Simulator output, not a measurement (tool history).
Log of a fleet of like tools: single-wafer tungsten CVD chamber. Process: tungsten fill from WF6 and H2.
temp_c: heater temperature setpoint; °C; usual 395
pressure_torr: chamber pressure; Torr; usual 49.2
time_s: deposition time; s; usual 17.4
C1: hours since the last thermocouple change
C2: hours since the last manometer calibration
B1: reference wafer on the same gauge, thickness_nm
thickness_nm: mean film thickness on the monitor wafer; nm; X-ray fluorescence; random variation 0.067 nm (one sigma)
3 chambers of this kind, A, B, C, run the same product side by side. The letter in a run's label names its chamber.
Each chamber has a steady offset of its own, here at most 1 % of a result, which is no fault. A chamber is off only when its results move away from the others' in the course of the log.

run 1B hour=4.3 | temp_c=395 pressure_torr=49.2 time_s=17.4 | C1=1179.9 C2=341.1 | B1=64.697 | thickness_nm=58.026
run 2C hour=10.8 | temp_c=395 pressure_torr=49.2 time_s=17.4 | C1=858.1 C2=1155.3 | B1=64.674 | thickness_nm=58.366
run 3A hour=15.1 | temp_c=395 pressure_torr=49.2 time_s=17.4 | C1=124.8 C2=2267.2 | B1=64.666 | thickness_nm=58.031
run 4C hour=18.1 | temp_c=395 pressure_torr=49.2 time_s=17.4 | C1=865.4 C2=1162.6 | B1=64.657 | thickness_nm=58.248
run 5A hour=23.3 | temp_c=395 pressure_torr=49.2 time_s=17.4 | C1=133 C2=2275.4 | B1=64.652 | thickness_nm=57.87
run 6B hour=28.4 | temp_c=395 pressure_torr=49.2 time_s=17.4 | C1=1204 C2=365.2 | B1=64.633 | thickness_nm=57.905
run 7C hour=32.1 | temp_c=395 pressure_torr=49.2 time_s=14.6 | C1=879.4 C2=1176.6 | B1=64.65 | thickness_nm=48.844
run 8A hour=36.1 | temp_c=395 pressure_torr=49.2 time_s=14.6 | C1=145.8 C2=2288.2 | B1=64.637 | thickness_nm=48.486
run 9B hour=40.3 | temp_c=395 pressure_torr=49.2 time_s=14.6 | C1=1215.9 C2=377.1 | B1=64.624 | thickness_nm=48.574
run 10A hour=46.8 | temp_c=395 pressure_torr=49.2 time_s=17.4 | C1=156.5 C2=2298.9 | B1=64.627 | thickness_nm=57.838
run 11C hour=52.6 | temp_c=395 pressure_torr=49.2 time_s=17.4 | C1=899.9 C2=1197.1 | B1=64.632 | thickness_nm=58.296
run 12B hour=59.5 | temp_c=395 pressure_torr=49.2 time_s=19 | C1=1235.1 C2=396.3 | B1=64.613 | thickness_nm=63.083
run 13C hour=65.7 | temp_c=395 pressure_torr=49.2 time_s=19 | C1=913 C2=1210.2 | B1=64.589 | thickness_nm=63.606
run 14A hour=72.6 | temp_c=395 pressure_torr=49.2 time_s=19 | C1=182.3 C2=2324.7 | B1=64.58 | thickness_nm=63.091
run 15B hour=78.6 | temp_c=395 pressure_torr=49.2 time_s=17.4 | C1=1254.2 C2=415.4 | B1=64.56 | thickness_nm=57.879
run 16C hour=82.5 | temp_c=395 pressure_torr=49.2 time_s=17.4 | C1=929.8 C2=1227 | B1=64.583 | thickness_nm=58.132
run 17A hour=87 | temp_c=395 pressure_torr=49.2 time_s=17.4 | C1=196.7 C2=2339.1 | B1=64.551 | thickness_nm=57.641
run 18B hour=91.2 | temp_c=395 pressure_torr=49.2 time_s=17.4 | C1=1266.8 C2=428 | B1=64.546 | thickness_nm=57.795
run 19A hour=96.3 | temp_c=395 pressure_torr=49.2 time_s=19.8 | C1=206 C2=2348.4 | B1=64.522 | thickness_nm=65.852
run 20C hour=102.3 | temp_c=395 pressure_torr=49.2 time_s=19.8 | C1=949.6 C2=1246.8 | B1=64.53 | thickness_nm=66.243
run 21B hour=105.3 | temp_c=395 pressure_torr=49.2 time_s=19.8 | C1=1280.9 C2=442.1 | B1=64.544 | thickness_nm=65.786
run 22A hour=108.3 | temp_c=395 pressure_torr=49.2 time_s=17.4 | C1=218 C2=2360.4 | B1=64.507 | thickness_nm=57.747
run 23C hour=111.4 | temp_c=395 pressure_torr=49.2 time_s=17.4 | C1=958.7 C2=1255.9 | B1=64.508 | thickness_nm=58.171
run 24B hour=117.8 | temp_c=395 pressure_torr=49.2 time_s=17.4 | C1=1293.4 C2=454.6 | B1=64.491 | thickness_nm=57.641
run 25B hour=121.5 | temp_c=395 pressure_torr=49.2 time_s=17.4 | C1=1297.1 C2=458.3 | B1=64.493 | thickness_nm=57.602
run 26C hour=128.1 | temp_c=387 pressure_torr=40.5 time_s=17.4 | C1=975.4 C2=1272.6 | B1=64.488 | thickness_nm=45.536
run 27A hour=133.9 | temp_c=387 pressure_torr=40.5 time_s=17.4 | C1=243.6 C2=2386 | B1=64.484 | thickness_nm=45.389
run 28C hour=139.9 | temp_c=387 pressure_torr=40.5 time_s=17.4 | C1=987.2 C2=1284.4 | B1=64.464 | thickness_nm=45.431
run 29B hour=144.8 | temp_c=407 pressure_torr=49.2 time_s=17.4 | C1=1320.4 C2=481.6 | B1=64.466 | thickness_nm=71.766
run 30A hour=150.2 | temp_c=407 pressure_torr=49.2 time_s=17.4 | C1=259.9 C2=2402.3 | B1=64.461 | thickness_nm=71.686
run 31A hour=154.6 | temp_c=407 pressure_torr=49.2 time_s=17.4 | C1=264.3 C2=2406.7 | B1=64.436 | thickness_nm=71.667
run 32B hour=160.7 | temp_c=395 pressure_torr=44.8 time_s=17.4 | C1=1336.3 C2=497.5 | B1=64.414 | thickness_nm=55.236
run 33C hour=164.1 | temp_c=395 pressure_torr=44.8 time_s=17.4 | C1=1011.4 C2=1308.6 | B1=64.426 | thickness_nm=55.54
run 34B hour=169.8 | temp_c=395 pressure_torr=44.8 time_s=17.4 | C1=1345.4 C2=506.6 | B1=64.439 | thickness_nm=55.35
run 35A hour=174.3 | temp_c=395 pressure_torr=57.2 time_s=17.4 | C1=284 C2=2426.4 | B1=64.384 | thickness_nm=61.578
run 36C hour=179.4 | temp_c=395 pressure_torr=57.2 time_s=17.4 | C1=1026.7 C2=1323.9 | B1=64.402 | thickness_nm=62.154

All 3 chambers run these settings next. Forecast each chamber's results:
run 37A hour=184.4 | temp_c=395 pressure_torr=49.2 time_s=17.4 | thickness_nm=?
run 37B hour=184.4 | temp_c=395 pressure_torr=49.2 time_s=17.4 | thickness_nm=?
run 37C hour=184.4 | temp_c=395 pressure_torr=49.2 time_s=17.4 | thickness_nm=?

run=37A thickness_nm=57.75
run=37B thickness_nm=57.637
run=37C thickness_nm=58.068
